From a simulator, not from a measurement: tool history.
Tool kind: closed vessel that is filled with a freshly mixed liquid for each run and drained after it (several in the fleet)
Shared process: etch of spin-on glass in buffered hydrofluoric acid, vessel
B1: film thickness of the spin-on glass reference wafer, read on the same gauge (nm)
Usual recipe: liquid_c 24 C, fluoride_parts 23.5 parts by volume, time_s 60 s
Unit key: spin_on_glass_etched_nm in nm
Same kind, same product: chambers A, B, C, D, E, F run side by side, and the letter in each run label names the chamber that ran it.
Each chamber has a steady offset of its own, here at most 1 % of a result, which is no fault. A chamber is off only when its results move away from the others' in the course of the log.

Run 1C, hour 9.8: usual settings; B1 39.973. Result: spin_on_glass_etched_nm 79.139 nm.
Run 2B, hour 18: usual settings; B1 40. Result: spin_on_glass_etched_nm 79.386 nm.
Run 3D, hour 30.2: usual settings; B1 39.973. Result: spin_on_glass_etched_nm 80.518 nm.
Run 4E, hour 39: usual settings; B1 40.015. Result: spin_on_glass_etched_nm 77.683 nm.
Run 5F, hour 44.8: usual settings; B1 39.987. Result: spin_on_glass_etched_nm 78.792 nm.
Run 6A, hour 54: usual settings but fluoride_parts 16.5 parts by volume; B1 40.01. Result: spin_on_glass_etched_nm 108.75 nm.
Run 7B, hour 65.1: usual settings but fluoride_parts 16.5 parts by volume; B1 39.977. Result: spin_on_glass_etched_nm 107.98 nm.
Run 8E, hour 72.2: usual settings but fluoride_parts 16.5 parts by volume; B1 40.025. Result: spin_on_glass_etched_nm 106.76 nm.
Run 9C, hour 80.6: usual settings but fluoride_parts 16.5 parts by volume; B1 39.988. Result: spin_on_glass_etched_nm 108.47 nm.
Run 10D, hour 92.6: usual settings but fluoride_parts 16.5 parts by volume; B1 40.01. Result: spin_on_glass_etched_nm 106.29 nm.
Run 11F, hour 103: usual settings but fluoride_parts 16.5 parts by volume; B1 39.995. Result: spin_on_glass_etched_nm 107.18 nm.
Run 12A, hour 111.1: usual settings; B1 39.989. Result: spin_on_glass_etched_nm 78.286 nm.
Run 13D, hour 119.5: usual settings; B1 39.993. Result: spin_on_glass_etched_nm 78.967 nm.
Run 14C, hour 128.9: usual settings; B1 40.003. Result: spin_on_glass_etched_nm 77.517 nm.
At hour 139.9: chamber C: hydrofluoric acid flow meter replaced.
Run 15B, hour 140.9: usual settings; B1 40.005. Result: spin_on_glass_etched_nm 79.098 nm.
Run 16E, hour 153.8: usual settings but time_s 40 s; B1 40. Result: spin_on_glass_etched_nm 53.463 nm.
Run 17F, hour 166.4: usual settings but time_s 40 s; B1 39.999. Result: spin_on_glass_etched_nm 52.532 nm.
At hour 166.5: chamber D: hydrofluoric acid flow meter replaced.
Run 18A, hour 178.6: usual settings but time_s 40 s; B1 39.984. Result: spin_on_glass_etched_nm 53.75 nm.
Run 19E, hour 186.3: usual settings but time_s 40 s; B1 39.993. Result: spin_on_glass_etched_nm 52.271 nm.
Run 20D, hour 192.1: usual settings but time_s 40 s; B1 39.987. Result: spin_on_glass_etched_nm 52.827 nm.
Run 21A, hour 204.7: usual settings but time_s 40 s; B1 40.002. Result: spin_on_glass_etched_nm 52.585 nm.
Run 22C, hour 217.6: usual settings; B1 40.03. Result: spin_on_glass_etched_nm 81.351 nm.
Run 23F, hour 226.4: usual settings; B1 40.023. Result: spin_on_glass_etched_nm 79.104 nm.
Run 24B, hour 239.2: usual settings; B1 40.001. Result: spin_on_glass_etched_nm 79.751 nm.
Run 25D, hour 246.5: usual settings; B1 39.983. Result: spin_on_glass_etched_nm 78.742 nm.
Run 26E, hour 257.1: usual settings; B1 39.951. Result: spin_on_glass_etched_nm 79.26 nm.
Run 27A, hour 265.5: usual settings; B1 39.983. Result: spin_on_glass_etched_nm 79.783 nm.
At hour 266.8: chamber B: thermometer replaced.
Run 28F, hour 273.1: usual settings; B1 39.992. Result: spin_on_glass_etched_nm 78.85 nm.
Run 29B, hour 281.7: usual settings; B1 39.988. Result: spin_on_glass_etched_nm 79.441 nm.
Run 30C, hour 293.2: usual settings; B1 39.931. Result: spin_on_glass_etched_nm 84.269 nm.
Run 31E, hour 304.9: usual settings; B1 40.004. Result: spin_on_glass_etched_nm 78.321 nm.
Run 32C, hour 316.4: usual settings; B1 39.977. Result: spin_on_glass_etched_nm 84.601 nm.
Run 33F, hour 323.8: usual settings; B1 40.026. Result: spin_on_glass_etched_nm 79.05 nm.
Run 34D, hour 334.1: usual settings; B1 39.975. Result: spin_on_glass_etched_nm 79.263 nm.
Run 35A, hour 341: usual settings; B1 39.944. Result: spin_on_glass_etched_nm 78.679 nm.
Run 36B, hour 352.3: usual settings; B1 40.015. Result: spin_on_glass_etched_nm 78.609 nm.
At hour 358.1: chamber A: thermometer replaced.
Run 37C, hour 363.3: usual settings; B1 40.01. Result: spin_on_glass_etched_nm 87.226 nm.
Run 38B, hour 374.9: usual settings; B1 40.01. Result: spin_on_glass_etched_nm 79.737 nm.
Run 39E, hour 386.5: usual settings but time_s 45 s; B1 40. Result: spin_on_glass_etched_nm 58.732 nm.
Run 40D, hour 399.5: usual settings but time_s 45 s; B1 40.022. Result: spin_on_glass_etched_nm 59.602 nm.
Run 41A, hour 407.2: usual settings but time_s 45 s; B1 40.012. Result: spin_on_glass_etched_nm 60.399 nm.
Run 42F, hour 418.5: usual settings but time_s 45 s; B1 39.993. Result: spin_on_glass_etched_nm 59.801 nm.
Run 43A, hour 431.2: usual settings but time_s 45 s; B1 39.983. Result: spin_on_glass_etched_nm 60.187 nm.
Run 44C, hour 441.5: usual settings but time_s 45 s; B1 40.042. Result: spin_on_glass_etched_nm 67.457 nm.

Is one chamber out of step, is the gauge drifting, or do the chambers differ by no more than their own small offsets? For an off chamber, give its letter and the likeliest cause.

One chamber, C, drifts off from the rest bit by bit.
Most likely cause: liquid hotter than its thermometer reads (K) = 2.46.

Here are 4 candidates for chamber C's next run, each the usual settings with a change, their results left as question marks. Which one brings its results back in line with what the others give on the usual settings?
In line means no further than this from the other chambers' mean on the usual settings: spin_on_glass_etched_nm 2.7 nm
Run 45C-1, hour 451: usual settings but fluoride_parts 21 parts by volume. Result: spin_on_glass_etched_nm ?.
Run 45C-2, hour 451: usual settings but liquid_c 22.5 C. Result: spin_on_glass_etched_nm ?.
Run 45C-3, hour 451: usual settings but liquid_c 23.5 C, fluoride_parts 24 parts by volume, time_s 55 s. Result: spin_on_glass_etched_nm ?.
Run 45C-4, hour 451: usual settings but liquid_c 24.5 C, fluoride_parts 22.5 parts by volume, time_s 65 s. Result: spin_on_glass_etched_nm ?.

Average result of the remaining chambers running the usual settings: spin_on_glass_etched_nm 79.284 nm
  run  spin_on_glass_etched_nm
45C-1                   97.597
45C-2                   83.183
45C-3                   79.388
45C-4                   103.55
It is 45C-3 that realigns the chamber with its peers.

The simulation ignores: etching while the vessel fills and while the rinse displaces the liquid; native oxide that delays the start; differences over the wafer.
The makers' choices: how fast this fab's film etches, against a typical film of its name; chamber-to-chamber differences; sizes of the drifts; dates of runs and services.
